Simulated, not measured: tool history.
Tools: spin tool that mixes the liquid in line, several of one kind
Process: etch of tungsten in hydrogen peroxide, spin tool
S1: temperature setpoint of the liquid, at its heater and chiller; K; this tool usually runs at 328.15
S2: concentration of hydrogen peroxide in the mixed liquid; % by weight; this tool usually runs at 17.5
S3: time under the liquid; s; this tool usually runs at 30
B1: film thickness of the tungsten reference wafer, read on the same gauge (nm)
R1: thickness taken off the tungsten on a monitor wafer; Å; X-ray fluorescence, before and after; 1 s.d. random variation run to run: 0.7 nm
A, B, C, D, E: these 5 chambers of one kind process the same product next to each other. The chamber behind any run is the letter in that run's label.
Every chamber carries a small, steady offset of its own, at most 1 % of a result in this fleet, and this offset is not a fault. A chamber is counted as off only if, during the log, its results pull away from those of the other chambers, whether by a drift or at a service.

run	hour	S1	S2	S3	B1	R1
1E	6.7	328.15	17.5	30	99.985	708.77
2A	14.6	328.15	17.5	30	100.01	716.51
3C	20.6	328.15	17.5	30	100.02	713.35
4B	24.6	328.15	17.5	30	99.977	716.14
5D	31.7	328.15	17.5	30	99.988	695.66
6E	36.5	328.15	17.5	30	99.994	697.44
7B	41.4	328.15	17.5	30	99.972	716.43
8C	47.3	328.15	17.5	30	99.979	694.12
9D	52.9	328.15	17.5	30	99.988	702.33
10A	56.7	328.15	17.5	30	99.972	691.52
11C	63.8	328.15	17.5	30	100.01	713.08
12D	68.8	328.15	17.5	30	100.04	713.73
13B	76.6	328.15	17.5	30	100	697.37
14A	84.4	328.15	17.5	30	100.01	700.46
15E	88.7	328.15	17.5	30	99.994	714.67
16C	96.8	328.15	17.5	30	100	712.58
17A	104	328.15	17.5	30	99.98	690.59
18E	110	328.15	17.5	30	100.01	705.61
19D	117.2	328.15	17.5	30	99.965	712.57
20B	123.5	328.15	17.5	30	100.01	721.89
21D	131.1	328.15	17.5	30	99.996	712.09
22B	135	328.15	17.5	30	100.01	712.61
23A	142.9	328.15	17.5	30	100.01	679.57
24C	148.8	328.15	17.5	30	100.01	703.97
25E	156.3	328.15	17.5	30	100	715.9
26A	160.6	328.15	17.5	30	100	651.76
# hour 161.7: chamber D: thermometer replaced
27C	166.1	328.15	17.5	30	100	708.47
28B	173.3	328.15	17.5	30	100.02	713.37
29D	180.5	328.15	17.5	30	100	705.09
30E	187.6	328.15	17.5	35	99.987	813.22
31C	195.4	328.15	17.5	35	100	824.38

Is one chamber off against the others, does the gauge drift, or is nothing wrong? If a chamber is off, say which, and what the likeliest cause is.

One chamber, A, drifts off from the rest bit by bit.
Most likely cause: temperature lost on the way to the wafer (K) = 2.03.
The log may not separate it from: liquid colder than its thermometer reads (K).

Here are 4 candidates for chamber A's next run, each the usual settings with a change, their results left as question marks. Which one brings its results back in line with what the others give on the usual settings?
In line means no further than this from the other chambers' mean on the usual settings: R1 24 Å
32A-1	201.5	326.15	17.5	30		?
32A-2	201.5	324.65	17	30		?
32A-3	201.5	329.15	17.5	35		?
32A-4	201.5	328.15	21.5	30		?

The mean the other chambers reach with the usual settings: R1 706.52 Å
run	R1
32A-1	560.3
32A-2	504.6
32A-3	781.18
32A-4	699.35
Change 32A-4 lands the chamber within the allowed miss of the other chambers.
